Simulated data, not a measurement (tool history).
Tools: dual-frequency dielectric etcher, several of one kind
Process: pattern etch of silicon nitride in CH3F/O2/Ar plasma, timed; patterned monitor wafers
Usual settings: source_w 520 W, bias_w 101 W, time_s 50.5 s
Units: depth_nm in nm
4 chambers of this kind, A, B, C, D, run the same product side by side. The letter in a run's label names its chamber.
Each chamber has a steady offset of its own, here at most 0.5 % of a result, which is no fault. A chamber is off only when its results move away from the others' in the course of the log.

run     day  source_w  bias_w  time_s  hours since the last wet clean  hours since the last source power generator calibration  hours since the last bias power generator calibration  read-back reference wafer on the same gauge, depth_nm  depth_nm
      0.112  -- chamber D: wet clean of the chamber
      0.246  -- chamber B: wet clean of the chamber
 1D   0.542       520     101    50.5                            10.3                                                    559.5                                                  988.0                                                 45.898    44.036
 2C   0.892       520     101    50.5                            29.9                                                   1582.0                                                 3819.0                                                 45.908    44.162
 3B   1.312       520     101    50.5                            25.7                                                     57.0                                                 1450.1                                                 45.935    44.098
 4A   1.838       520     101    50.5                           234.2                                                   1099.6                                                 2570.1                                                 45.940    43.881
      2.042  -- chamber C: bias power generator calibrated
 5C   2.217       520     101    50.5                            61.7                                                   1613.8                                                    4.2                                                 45.957    44.129
 6B   2.575       520     101    50.5                            56.0                                                     87.3                                                 1480.4                                                 45.944    44.251
 7A   2.838       520     101    50.5                           258.2                                                   1123.6                                                 2594.1                                                 45.985    43.733
 8D   3.292       520     101    50.5                            76.3                                                    625.5                                                 1054.0                                                 45.987    43.907
 9A   3.704       520     101    50.5                           279.0                                                   1144.4                                                 2614.9                                                 45.987    43.839
10C   4.083       520     101    50.5                           106.5                                                   1658.6                                                   49.0                                                 45.973    44.286
11B   4.575       520     101    50.5                           104.0                                                    135.3                                                 1528.4                                                 46.020    44.115
12D   5.008       520     101    50.5                           117.5                                                    666.7                                                 1095.2                                                 46.016    43.870
13C   5.258       520     101    59.0                           134.7                                                   1686.8                                                   77.2                                                 46.034    51.601
14D   5.779       520     101    59.0                           136.0                                                    685.2                                                 1113.7                                                 46.044    51.299
15B   6.212       520     101    59.0                           143.3                                                    174.6                                                 1567.7                                                 46.047    51.730
16A   6.483       520     101    59.0                           345.7                                                   1211.1                                                 2681.6                                                 46.039    51.192
17A   6.979       520     101    50.5                           357.6                                                   1223.0                                                 2693.5                                                 46.067    43.909
18B   7.229       520     101    50.5                           167.7                                                    199.0                                                 1592.1                                                 46.096    44.170
19C   7.533       520     101    50.5                           189.3                                                   1741.4                                                  131.8                                                 46.081    44.367
20D   7.896       520     101    50.5                           186.8                                                    736.0                                                 1164.5                                                 46.088    44.013
21A   8.171       520     101    50.5                           386.2                                                   1251.6                                                 2722.1                                                 46.096    44.025
22D   8.583       520     101    42.5                           203.3                                                    752.5                                                 1181.0                                                 46.106    37.053
23C   9.029       520     101    42.5                           225.2                                                   1777.3                                                  167.7                                                 46.110    37.414
24B   9.375       520     101    42.5                           219.2                                                    250.5                                                 1643.6                                                 46.104    37.339
25C   9.775       520     101    42.5                           243.1                                                   1795.2                                                  185.6                                                 46.121    37.323
26B  10.242       520     101    50.5                           240.0                                                    271.3                                                 1664.4                                                 46.148    44.397
     10.292  -- chamber A: wet clean of the chamber
27D  10.775       520     101    50.5                           255.9                                                    805.1                                                 1233.6                                                 46.135    44.042
28A  11.108       520     101    50.5                            19.6                                                   1322.1                                                 2792.6                                                 46.146    44.052
29D  11.496       520     101    50.5                           273.2                                                    822.4                                                 1250.9                                                 46.167    44.105
30A  11.938       520      92    63.0                            39.5                                                   1342.0                                                 2812.5                                                 46.176    53.130
31C  12.379       520      92    63.0                           305.6                                                   1857.7                                                  248.1                                                 46.183    53.463
32B  12.917       520      92    63.0                           304.2                                                    335.5                                                 1728.6                                                 46.200    53.520
33A  13.404       520      92    63.0                            74.7                                                   1377.2                                                 2847.7                                                 46.214    53.130

Is one chamber off against the others, does the gauge drift, or is nothing wrong? If a chamber is off, say which, and what the likeliest cause is.

The gauge drifts, so all chambers seem to drift together. No chamber is off.
Cause: gauge reads high (%) = 0.703.
